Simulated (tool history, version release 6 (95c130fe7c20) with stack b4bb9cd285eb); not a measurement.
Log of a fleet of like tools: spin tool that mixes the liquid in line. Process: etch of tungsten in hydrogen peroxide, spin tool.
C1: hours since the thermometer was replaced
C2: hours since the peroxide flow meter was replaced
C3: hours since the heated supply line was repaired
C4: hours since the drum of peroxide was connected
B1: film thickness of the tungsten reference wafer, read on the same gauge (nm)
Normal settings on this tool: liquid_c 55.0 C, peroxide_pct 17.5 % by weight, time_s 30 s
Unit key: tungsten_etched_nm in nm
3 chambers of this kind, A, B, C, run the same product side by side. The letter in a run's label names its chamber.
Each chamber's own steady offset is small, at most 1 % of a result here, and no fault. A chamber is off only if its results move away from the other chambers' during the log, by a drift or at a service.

Run 1C, day 0.192: usual settings; C1 213.1; C2 1949.2; C3 628.7; C4 429.2; B1 30.024. Result: tungsten_etched_nm 64.679 nm.
Run 2A, day 0.283: usual settings; C1 1685.2; C2 33.0; C3 700.6; C4 444.0; B1 30.001. Result: tungsten_etched_nm 65.933 nm.
Run 3B, day 0.450: usual settings; C1 760.2; C2 154.1; C3 910.8; C4 1157.5; B1 30.013. Result: tungsten_etched_nm 64.554 nm.
Run 4B, day 0.542: usual settings; C1 762.4; C2 156.3; C3 913.0; C4 1159.7; B1 29.981. Result: tungsten_etched_nm 64.239 nm.
Run 5C, day 0.742: usual settings; C1 226.3; C2 1962.4; C3 641.9; C4 442.4; B1 29.979. Result: tungsten_etched_nm 64.072 nm.
At day 0.758: chamber A: new drum of peroxide connected.
Run 6A, day 0.933: usual settings; C1 1700.8; C2 48.6; C3 716.2; C4 4.3; B1 30.012. Result: tungsten_etched_nm 65.921 nm.
Run 7C, day 1.138: usual settings; C1 235.8; C2 1971.9; C3 651.4; C4 451.9; B1 30.004. Result: tungsten_etched_nm 64.898 nm.
Run 8B, day 1.292: usual settings; C1 780.4; C2 174.3; C3 931.0; C4 1177.7; B1 29.987. Result: tungsten_etched_nm 65.470 nm.
Run 9A, day 1.492: usual settings; C1 1714.2; C2 62.0; C3 729.6; C4 17.7; B1 30.000. Result: tungsten_etched_nm 65.492 nm.
Run 10B, day 1.692: usual settings; C1 790.0; C2 183.9; C3 940.6; C4 1187.3; B1 29.993. Result: tungsten_etched_nm 65.285 nm.
Run 11C, day 1.875: usual settings but liquid_c 51.5 C, peroxide_pct 14.5 % by weight; C1 253.5; C2 1989.6; C3 669.1; C4 469.6; B1 30.022. Result: tungsten_etched_nm 47.540 nm.
Run 12A, day 2.046: usual settings but liquid_c 51.5 C, peroxide_pct 14.5 % by weight; C1 1727.5; C2 75.3; C3 742.9; C4 31.0; B1 30.040. Result: tungsten_etched_nm 48.356 nm.
Run 13A, day 2.212: usual settings but liquid_c 51.5 C, peroxide_pct 14.5 % by weight; C1 1731.5; C2 79.3; C3 746.9; C4 35.0; B1 30.016. Result: tungsten_etched_nm 47.654 nm.
Run 14B, day 2.375: usual settings; C1 806.4; C2 200.3; C3 957.0; C4 1203.7; B1 30.000. Result: tungsten_etched_nm 65.366 nm.
Run 15C, day 2.546: usual settings; C1 269.6; C2 2005.7; C3 685.2; C4 485.7; B1 29.995. Result: tungsten_etched_nm 63.933 nm.
Run 16B, day 2.692: usual settings; C1 814.0; C2 207.9; C3 964.6; C4 1211.3; B1 30.004. Result: tungsten_etched_nm 64.896 nm.
Run 17C, day 2.825: usual settings; C1 276.3; C2 2012.4; C3 691.9; C4 492.4; B1 30.005. Result: tungsten_etched_nm 64.573 nm.
Run 18A, day 2.942: usual settings; C1 1749.0; C2 96.8; C3 764.4; C4 52.5; B1 30.012. Result: tungsten_etched_nm 64.128 nm.
Run 19A, day 3.104: usual settings but liquid_c 50.5 C; C1 1752.9; C2 100.7; C3 768.3; C4 56.4; B1 29.998. Result: tungsten_etched_nm 49.310 nm.
Run 20C, day 3.296: usual settings but liquid_c 50.5 C; C1 287.6; C2 2023.7; C3 703.2; C4 503.7; B1 29.989. Result: tungsten_etched_nm 49.592 nm.
Run 21B, day 3.400: usual settings but liquid_c 50.5 C; C1 831.0; C2 224.9; C3 981.6; C4 1228.3; B1 30.005. Result: tungsten_etched_nm 49.605 nm.
Run 22A, day 3.588: usual settings; C1 1764.5; C2 112.3; C3 779.9; C4 68.0; B1 29.991. Result: tungsten_etched_nm 63.932 nm.
Run 23B, day 3.775: usual settings; C1 840.0; C2 233.9; C3 990.6; C4 1237.3; B1 30.000. Result: tungsten_etched_nm 64.496 nm.
Run 24C, day 3.904: usual settings; C1 302.2; C2 2038.3; C3 717.8; C4 518.3; B1 30.024. Result: tungsten_etched_nm 64.837 nm.
Run 25C, day 4.033: usual settings; C1 305.3; C2 2041.4; C3 720.9; C4 521.4; B1 29.972. Result: tungsten_etched_nm 64.283 nm.
At day 4.171: chamber C: new drum of peroxide connected.
Run 26B, day 4.179: usual settings; C1 849.7; C2 243.6; C3 1000.3; C4 1247.0; B1 29.991. Result: tungsten_etched_nm 64.998 nm.
Run 27A, day 4.392: usual settings; C1 1783.8; C2 131.6; C3 799.2; C4 87.3; B1 29.967. Result: tungsten_etched_nm 63.363 nm.
At day 4.479: chamber B: heated supply line repaired.
Run 28B, day 4.525: usual settings; C1 858.0; C2 251.9; C3 1.1; C4 1255.3; B1 29.989. Result: tungsten_etched_nm 64.633 nm.
Run 29A, day 4.696: usual settings but liquid_c 46.0 C; C1 1791.1; C2 138.9; C3 806.5; C4 94.6; B1 29.983. Result: tungsten_etched_nm 36.548 nm.
Run 30C, day 4.871: usual settings but liquid_c 46.0 C; C1 325.4; C2 2061.5; C3 741.0; C4 16.8; B1 30.001. Result: tungsten_etched_nm 37.428 nm.

Next, every chamber runs the same settings. What will each give?
Run 31A, day 5.021: usual settings but time_s 15 s. Result: tungsten_etched_nm ?.
Run 31B, day 5.021: usual settings but time_s 15 s. Result: tungsten_etched_nm ?.
Run 31C, day 5.021: usual settings but time_s 15 s. Result: tungsten_etched_nm ?.

run  tungsten_etched_nm
31A              31.377
31B              32.187
31C              32.197
